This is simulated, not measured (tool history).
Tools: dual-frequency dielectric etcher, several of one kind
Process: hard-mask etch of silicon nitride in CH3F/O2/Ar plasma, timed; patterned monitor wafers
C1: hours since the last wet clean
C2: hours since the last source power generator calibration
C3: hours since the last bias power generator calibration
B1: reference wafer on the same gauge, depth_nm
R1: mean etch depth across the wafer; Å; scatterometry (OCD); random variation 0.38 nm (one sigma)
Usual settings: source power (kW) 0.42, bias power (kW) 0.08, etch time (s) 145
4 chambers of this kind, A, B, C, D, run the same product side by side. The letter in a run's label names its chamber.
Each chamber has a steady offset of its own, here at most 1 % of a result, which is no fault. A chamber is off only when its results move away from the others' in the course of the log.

{"run": "1A", "hour": 9.3, "source power (kW)": 0.42, "bias power (kW)": 0.08, "etch time (s)": 145, "C1": 569.7, "C2": 1901.9, "C3": 695.7, "B1": 110, "R1": 1081.3}
{"run": "2D", "hour": 15.1, "source power (kW)": 0.42, "bias power (kW)": 0.08, "etch time (s)": 145, "C1": 332.2, "C2": 456.2, "C3": 2974, "B1": 109.91, "R1": 1070.1}
{"run": "3C", "hour": 20.8, "source power (kW)": 0.42, "bias power (kW)": 0.08, "etch time (s)": 145, "C1": 277.7, "C2": 1881.9, "C3": 521, "B1": 110.01, "R1": 1064.4}
{"hour": 26.7, "done": "chamber A: wet clean of the chamber"}
{"run": "4B", "hour": 28.6, "source power (kW)": 0.42, "bias power (kW)": 0.08, "etch time (s)": 145, "C1": 146, "C2": 609.4, "C3": 2564.2, "B1": 109.93, "R1": 1075.7}
{"run": "5D", "hour": 36.8, "source power (kW)": 0.42, "bias power (kW)": 0.08, "etch time (s)": 145, "C1": 353.9, "C2": 477.9, "C3": 2995.7, "B1": 110.02, "R1": 1073.9}
{"run": "6C", "hour": 42.2, "source power (kW)": 0.42, "bias power (kW)": 0.08, "etch time (s)": 145, "C1": 299.1, "C2": 1903.3, "C3": 542.4, "B1": 110.06, "R1": 1066.3}
{"run": "7A", "hour": 48.5, "source power (kW)": 0.42, "bias power (kW)": 0.08, "etch time (s)": 145, "C1": 21.8, "C2": 1941.1, "C3": 734.9, "B1": 109.98, "R1": 1076.1}
{"run": "8B", "hour": 56.3, "source power (kW)": 0.42, "bias power (kW)": 0.08, "etch time (s)": 145, "C1": 173.7, "C2": 637.1, "C3": 2591.9, "B1": 109.96, "R1": 1075}
{"run": "9A", "hour": 63.0, "source power (kW)": 0.42, "bias power (kW)": 0.08, "etch time (s)": 145, "C1": 36.3, "C2": 1955.6, "C3": 749.4, "B1": 109.99, "R1": 1080.6}
{"run": "10D", "hour": 68.9, "source power (kW)": 0.38, "bias power (kW)": 0.08, "etch time (s)": 145, "C1": 386, "C2": 510, "C3": 3027.8, "B1": 110.06, "R1": 1027.1}
{"run": "11C", "hour": 78.7, "source power (kW)": 0.38, "bias power (kW)": 0.08, "etch time (s)": 145, "C1": 335.6, "C2": 1939.8, "C3": 578.9, "B1": 110.01, "R1": 1028.8}
{"run": "12B", "hour": 88.1, "source power (kW)": 0.38, "bias power (kW)": 0.08, "etch time (s)": 145, "C1": 205.5, "C2": 668.9, "C3": 2623.7, "B1": 110.01, "R1": 1030.4}
{"run": "13C", "hour": 93.6, "source power (kW)": 0.38, "bias power (kW)": 0.08, "etch time (s)": 145, "C1": 350.5, "C2": 1954.7, "C3": 593.8, "B1": 109.94, "R1": 1022}
{"run": "14B", "hour": 99.7, "source power (kW)": 0.42, "bias power (kW)": 0.08, "etch time (s)": 145, "C1": 217.1, "C2": 680.5, "C3": 2635.3, "B1": 109.96, "R1": 1070.8}
{"run": "15A", "hour": 106.9, "source power (kW)": 0.36, "bias power (kW)": 0.08, "etch time (s)": 109.5, "C1": 80.2, "C2": 1999.5, "C3": 793.3, "B1": 110.01, "R1": 775.17}
{"run": "16D", "hour": 115.5, "source power (kW)": 0.36, "bias power (kW)": 0.08, "etch time (s)": 109.5, "C1": 432.6, "C2": 556.6, "C3": 3074.4, "B1": 109.98, "R1": 758.17}
{"run": "17D", "hour": 124.6, "source power (kW)": 0.36, "bias power (kW)": 0.08, "etch time (s)": 109.5, "C1": 441.7, "C2": 565.7, "C3": 3083.5, "B1": 109.92, "R1": 755.89}
{"hour": 125.0, "done": "chamber C: wet clean of the chamber"}
{"run": "18A", "hour": 135.8, "source power (kW)": 0.36, "bias power (kW)": 0.08, "etch time (s)": 109.5, "C1": 109.1, "C2": 2028.4, "C3": 822.2, "B1": 109.89, "R1": 770}
{"run": "19B", "hour": 144.2, "source power (kW)": 0.47, "bias power (kW)": 0.091, "etch time (s)": 145, "C1": 261.6, "C2": 725, "C3": 2679.8, "B1": 109.93, "R1": 1175.4}
{"run": "20C", "hour": 155.9, "source power (kW)": 0.47, "bias power (kW)": 0.091, "etch time (s)": 145, "C1": 31, "C2": 2017, "C3": 656.1, "B1": 110.03, "R1": 1160.9}
{"run": "21A", "hour": 168.0, "source power (kW)": 0.47, "bias power (kW)": 0.091, "etch time (s)": 145, "C1": 141.3, "C2": 2060.6, "C3": 854.4, "B1": 109.97, "R1": 1174.6}
{"run": "22C", "hour": 176.6, "source power (kW)": 0.47, "bias power (kW)": 0.091, "etch time (s)": 145, "C1": 51.7, "C2": 2037.7, "C3": 676.8, "B1": 110.04, "R1": 1160.2}
{"run": "23B", "hour": 188.4, "source power (kW)": 0.34, "bias power (kW)": 0.093, "etch time (s)": 145, "C1": 305.8, "C2": 769.2, "C3": 2724, "B1": 110, "R1": 1048.8}
{"run": "24D", "hour": 196.7, "source power (kW)": 0.34, "bias power (kW)": 0.093, "etch time (s)": 145, "C1": 513.8, "C2": 637.8, "C3": 3155.6, "B1": 109.92, "R1": 1029.3}
{"run": "25D", "hour": 205.7, "source power (kW)": 0.34, "bias power (kW)": 0.093, "etch time (s)": 145, "C1": 522.8, "C2": 646.8, "C3": 3164.6, "B1": 110.03, "R1": 1030.5}
{"run": "26C", "hour": 212.8, "source power (kW)": 0.34, "bias power (kW)": 0.093, "etch time (s)": 145, "C1": 87.9, "C2": 2073.9, "C3": 713, "B1": 109.97, "R1": 1033.1}
{"run": "27B", "hour": 224.6, "source power (kW)": 0.42, "bias power (kW)": 0.08, "etch time (s)": 145, "C1": 342, "C2": 805.4, "C3": 2760.2, "B1": 109.94, "R1": 1072.1}
{"run": "28A", "hour": 229.8, "source power (kW)": 0.42, "bias power (kW)": 0.08, "etch time (s)": 145, "C1": 203.1, "C2": 2122.4, "C3": 916.2, "B1": 110.09, "R1": 1083.5}
{"run": "29C", "hour": 239.8, "source power (kW)": 0.42, "bias power (kW)": 0.08, "etch time (s)": 145, "C1": 114.9, "C2": 2100.9, "C3": 740, "B1": 109.99, "R1": 1060.1}
{"run": "30B", "hour": 251.3, "source power (kW)": 0.42, "bias power (kW)": 0.099, "etch time (s)": 145, "C1": 368.7, "C2": 832.1, "C3": 2786.9, "B1": 109.98, "R1": 1158.8}
{"run": "31A", "hour": 261.1, "source power (kW)": 0.42, "bias power (kW)": 0.099, "etch time (s)": 145, "C1": 234.4, "C2": 2153.7, "C3": 947.5, "B1": 110.02, "R1": 1169.9}
{"hour": 262.0, "done": "chamber C: source power generator calibrated"}
{"run": "32D", "hour": 270.2, "source power (kW)": 0.42, "bias power (kW)": 0.099, "etch time (s)": 145, "C1": 587.3, "C2": 711.3, "C3": 3229.1, "B1": 109.92, "R1": 1132}
{"run": "33D", "hour": 281.4, "source power (kW)": 0.42, "bias power (kW)": 0.099, "etch time (s)": 145, "C1": 598.5, "C2": 722.5, "C3": 3240.3, "B1": 110.02, "R1": 1123.5}
{"run": "34A", "hour": 286.8, "source power (kW)": 0.42, "bias power (kW)": 0.08, "etch time (s)": 145, "C1": 260.1, "C2": 2179.4, "C3": 973.2, "B1": 109.97, "R1": 1079.3}
{"run": "35B", "hour": 298.0, "source power (kW)": 0.42, "bias power (kW)": 0.08, "etch time (s)": 145, "C1": 415.4, "C2": 878.8, "C3": 2833.6, "B1": 110.04, "R1": 1074.2}
{"run": "36C", "hour": 308.0, "source power (kW)": 0.36, "bias power (kW)": 0.08, "etch time (s)": 145, "C1": 183.1, "C2": 46, "C3": 808.2, "B1": 110, "R1": 997.58}
{"run": "37C", "hour": 316.0, "source power (kW)": 0.36, "bias power (kW)": 0.08, "etch time (s)": 145, "C1": 191.1, "C2": 54, "C3": 816.2, "B1": 109.9, "R1": 1000.3}

What goes on in this fleet: one chamber off, a drifting gauge, or nothing beyond the chambers' own small offsets? Name the chamber and the cause, if any.

Chamber D drifts away from the others.
Cause: etch rate under this chamber's usual, % = 2.51.

Here are 4 candidates for chamber D's next run, each the usual settings with a change, their results left as question marks. Which one brings its results back in line with what the others give on the usual settings?
In line means no further than this from the other chambers' mean on the usual settings: R1 13 Å
{"run": "38D-1", "hour": 324.6, "source power (kW)": 0.42, "bias power (kW)": 0.081, "etch time (s)": 151, "R1": "?"}
{"run": "38D-2", "hour": 324.6, "source power (kW)": 0.42, "bias power (kW)": 0.08, "etch time (s)": 148.5, "R1": "?"}
{"run": "38D-3", "hour": 324.6, "source power (kW)": 0.42, "bias power (kW)": 0.08, "etch time (s)": 141.5, "R1": "?"}
{"run": "38D-4", "hour": 324.6, "source power (kW)": 0.42, "bias power (kW)": 0.079, "etch time (s)": 138.5, "R1": "?"}

The other chambers' mean on the usual settings: R1 1072.8 Å
run=38D-1 R1=1089.8
run=38D-2 R1=1067.1
run=38D-3 R1=1016.8
run=38D-4 R1=990.77
38D-2 brings the chamber back in line.
